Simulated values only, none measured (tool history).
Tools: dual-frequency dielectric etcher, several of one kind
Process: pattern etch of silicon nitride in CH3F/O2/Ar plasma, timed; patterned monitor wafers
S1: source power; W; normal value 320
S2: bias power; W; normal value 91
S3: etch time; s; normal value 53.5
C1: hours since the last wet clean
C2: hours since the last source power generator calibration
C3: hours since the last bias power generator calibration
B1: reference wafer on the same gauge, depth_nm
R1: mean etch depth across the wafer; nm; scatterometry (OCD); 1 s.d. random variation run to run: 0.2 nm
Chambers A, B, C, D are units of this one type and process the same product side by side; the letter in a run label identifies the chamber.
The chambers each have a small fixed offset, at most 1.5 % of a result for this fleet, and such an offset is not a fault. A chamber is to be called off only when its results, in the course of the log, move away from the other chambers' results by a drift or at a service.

{"run": "1C", "hour": 6.1, "S1": 320, "S2": 91, "S3": 53.5, "C1": 601.6, "C2": 1753.9, "C3": 652.0, "B1": 37.674, "R1": 37.724}
{"run": "2B", "hour": 13.3, "S1": 320, "S2": 91, "S3": 53.5, "C1": 65.0, "C2": 1205.4, "C3": 1579.9, "B1": 37.756, "R1": 37.61}
{"run": "3A", "hour": 22.8, "S1": 320, "S2": 91, "S3": 53.5, "C1": 369.7, "C2": 786.9, "C3": 4309.3, "B1": 37.704, "R1": 37.329}
{"hour": 28.2, "done": "chamber C: wet clean of the chamber"}
{"run": "4D", "hour": 32.1, "S1": 320, "S2": 91, "S3": 53.5, "C1": 361.3, "C2": 832.7, "C3": 611.5, "B1": 37.739, "R1": 37.776}
{"run": "5C", "hour": 38.0, "S1": 260, "S2": 91, "S3": 53.5, "C1": 9.8, "C2": 1785.8, "C3": 683.9, "B1": 37.702, "R1": 34.665}
{"run": "6D", "hour": 43.3, "S1": 260, "S2": 91, "S3": 53.5, "C1": 372.5, "C2": 843.9, "C3": 622.7, "B1": 37.774, "R1": 35.077}
{"run": "7B", "hour": 54.5, "S1": 260, "S2": 91, "S3": 53.5, "C1": 106.2, "C2": 1246.6, "C3": 1621.1, "B1": 37.677, "R1": 34.674}
{"run": "8A", "hour": 63.3, "S1": 260, "S2": 91, "S3": 53.5, "C1": 410.2, "C2": 827.4, "C3": 4349.8, "B1": 37.696, "R1": 34.866}
{"run": "9C", "hour": 72.5, "S1": 320, "S2": 91, "S3": 53.5, "C1": 44.3, "C2": 1820.3, "C3": 718.4, "B1": 37.691, "R1": 37.764}
{"run": "10B", "hour": 83.4, "S1": 320, "S2": 91, "S3": 53.5, "C1": 135.1, "C2": 1275.5, "C3": 1650.0, "B1": 37.647, "R1": 37.601}
{"run": "11A", "hour": 94.8, "S1": 320, "S2": 91, "S3": 53.5, "C1": 441.7, "C2": 858.9, "C3": 4381.3, "B1": 37.722, "R1": 37.439}
{"run": "12D", "hour": 102.3, "S1": 320, "S2": 91, "S3": 53.5, "C1": 431.5, "C2": 902.9, "C3": 681.7, "B1": 37.682, "R1": 37.714}
{"run": "13A", "hour": 110.7, "S1": 320, "S2": 91, "S3": 53.5, "C1": 457.6, "C2": 874.8, "C3": 4397.2, "B1": 37.698, "R1": 37.333}
{"run": "14C", "hour": 118.7, "S1": 320, "S2": 91, "S3": 53.5, "C1": 90.5, "C2": 1866.5, "C3": 764.6, "B1": 37.661, "R1": 37.753}
{"run": "15D", "hour": 125.1, "S1": 320, "S2": 91, "S3": 53.5, "C1": 454.3, "C2": 925.7, "C3": 704.5, "B1": 37.718, "R1": 37.661}
{"run": "16B", "hour": 130.4, "S1": 270, "S2": 91, "S3": 68.0, "C1": 182.1, "C2": 1322.5, "C3": 1697.0, "B1": 37.714, "R1": 44.749}
{"run": "17B", "hour": 137.3, "S1": 270, "S2": 91, "S3": 68.0, "C1": 189.0, "C2": 1329.4, "C3": 1703.9, "B1": 37.68, "R1": 44.981}
{"run": "18A", "hour": 147.1, "S1": 270, "S2": 91, "S3": 68.0, "C1": 494.0, "C2": 911.2, "C3": 4433.6, "B1": 37.688, "R1": 44.666}
{"run": "19D", "hour": 154.1, "S1": 270, "S2": 91, "S3": 68.0, "C1": 483.3, "C2": 954.7, "C3": 733.5, "B1": 37.707, "R1": 45.897}
{"run": "20C", "hour": 160.6, "S1": 320, "S2": 91, "S3": 53.5, "C1": 132.4, "C2": 1908.4, "C3": 806.5, "B1": 37.735, "R1": 37.397}
{"hour": 162.3, "done": "chamber A: wet clean of the chamber"}
{"run": "21B", "hour": 168.0, "S1": 320, "S2": 91, "S3": 53.5, "C1": 219.7, "C2": 1360.1, "C3": 1734.6, "B1": 37.733, "R1": 37.593}
{"run": "22D", "hour": 178.2, "S1": 320, "S2": 91, "S3": 53.5, "C1": 507.4, "C2": 978.8, "C3": 757.6, "B1": 37.779, "R1": 38.983}
{"run": "23C", "hour": 189.4, "S1": 320, "S2": 91, "S3": 53.5, "C1": 161.2, "C2": 1937.2, "C3": 835.3, "B1": 37.713, "R1": 37.865}
{"run": "24A", "hour": 199.9, "S1": 320, "S2": 91, "S3": 53.5, "C1": 37.6, "C2": 964.0, "C3": 4486.4, "B1": 37.741, "R1": 37.512}
{"run": "25D", "hour": 206.5, "S1": 320, "S2": 103, "S3": 41.5, "C1": 535.7, "C2": 1007.1, "C3": 785.9, "B1": 37.675, "R1": 31.552}
{"run": "26B", "hour": 214.1, "S1": 320, "S2": 103, "S3": 41.5, "C1": 265.8, "C2": 1406.2, "C3": 1780.7, "B1": 37.673, "R1": 30.551}
{"run": "27C", "hour": 225.5, "S1": 320, "S2": 103, "S3": 41.5, "C1": 197.3, "C2": 1973.3, "C3": 871.4, "B1": 37.69, "R1": 30.586}
{"run": "28A", "hour": 232.9, "S1": 320, "S2": 103, "S3": 41.5, "C1": 70.6, "C2": 997.0, "C3": 4519.4, "B1": 37.674, "R1": 30.109}
{"run": "29B", "hour": 238.1, "S1": 320, "S2": 91, "S3": 53.5, "C1": 289.8, "C2": 1430.2, "C3": 1804.7, "B1": 37.744, "R1": 37.569}
{"run": "30C", "hour": 248.3, "S1": 320, "S2": 91, "S3": 53.5, "C1": 220.1, "C2": 1996.1, "C3": 894.2, "B1": 37.682, "R1": 37.717}
{"run": "31A", "hour": 258.2, "S1": 320, "S2": 91, "S3": 53.5, "C1": 95.9, "C2": 1022.3, "C3": 4544.7, "B1": 37.651, "R1": 37.331}
{"run": "32D", "hour": 264.6, "S1": 320, "S2": 91, "S3": 53.5, "C1": 593.8, "C2": 1065.2, "C3": 844.0, "B1": 37.647, "R1": 39.133}
{"run": "33C", "hour": 273.3, "S1": 320, "S2": 91, "S3": 53.5, "C1": 245.1, "C2": 2021.1, "C3": 919.2, "B1": 37.715, "R1": 37.61}
{"run": "34D", "hour": 281.5, "S1": 320, "S2": 91, "S3": 53.5, "C1": 610.7, "C2": 1082.1, "C3": 860.9, "B1": 37.713, "R1": 39.37}
{"run": "35A", "hour": 293.4, "S1": 320, "S2": 91, "S3": 53.5, "C1": 131.1, "C2": 1057.5, "C3": 4579.9, "B1": 37.724, "R1": 37.635}
{"run": "36B", "hour": 303.1, "S1": 320, "S2": 91, "S3": 53.5, "C1": 354.8, "C2": 1495.2, "C3": 1869.7, "B1": 37.644, "R1": 37.336}
{"run": "37B", "hour": 308.5, "S1": 320, "S2": 91, "S3": 46.0, "C1": 360.2, "C2": 1500.6, "C3": 1875.1, "B1": 37.74, "R1": 31.773}
{"run": "38A", "hour": 318.5, "S1": 320, "S2": 91, "S3": 46.0, "C1": 156.2, "C2": 1082.6, "C3": 4605.0, "B1": 37.612, "R1": 32.108}
{"run": "39D", "hour": 326.4, "S1": 320, "S2": 91, "S3": 46.0, "C1": 655.6, "C2": 1127.0, "C3": 905.8, "B1": 37.676, "R1": 34.51}

Next, all 4 chambers run the settings below, one line each with question marks for the results. What does each chamber give?
{"run": "40A", "hour": 335.0, "S1": 320, "S2": 109, "S3": 53.5, "R1": "?"}
{"run": "40B", "hour": 335.0, "S1": 320, "S2": 109, "S3": 53.5, "R1": "?"}
{"run": "40C", "hour": 335.0, "S1": 320, "S2": 109, "S3": 53.5, "R1": "?"}
{"run": "40D", "hour": 335.0, "S1": 320, "S2": 109, "S3": 53.5, "R1": "?"}

run=40A R1=39.637
run=40B R1=40.282
run=40C R1=40.440
run=40D R1=43.031

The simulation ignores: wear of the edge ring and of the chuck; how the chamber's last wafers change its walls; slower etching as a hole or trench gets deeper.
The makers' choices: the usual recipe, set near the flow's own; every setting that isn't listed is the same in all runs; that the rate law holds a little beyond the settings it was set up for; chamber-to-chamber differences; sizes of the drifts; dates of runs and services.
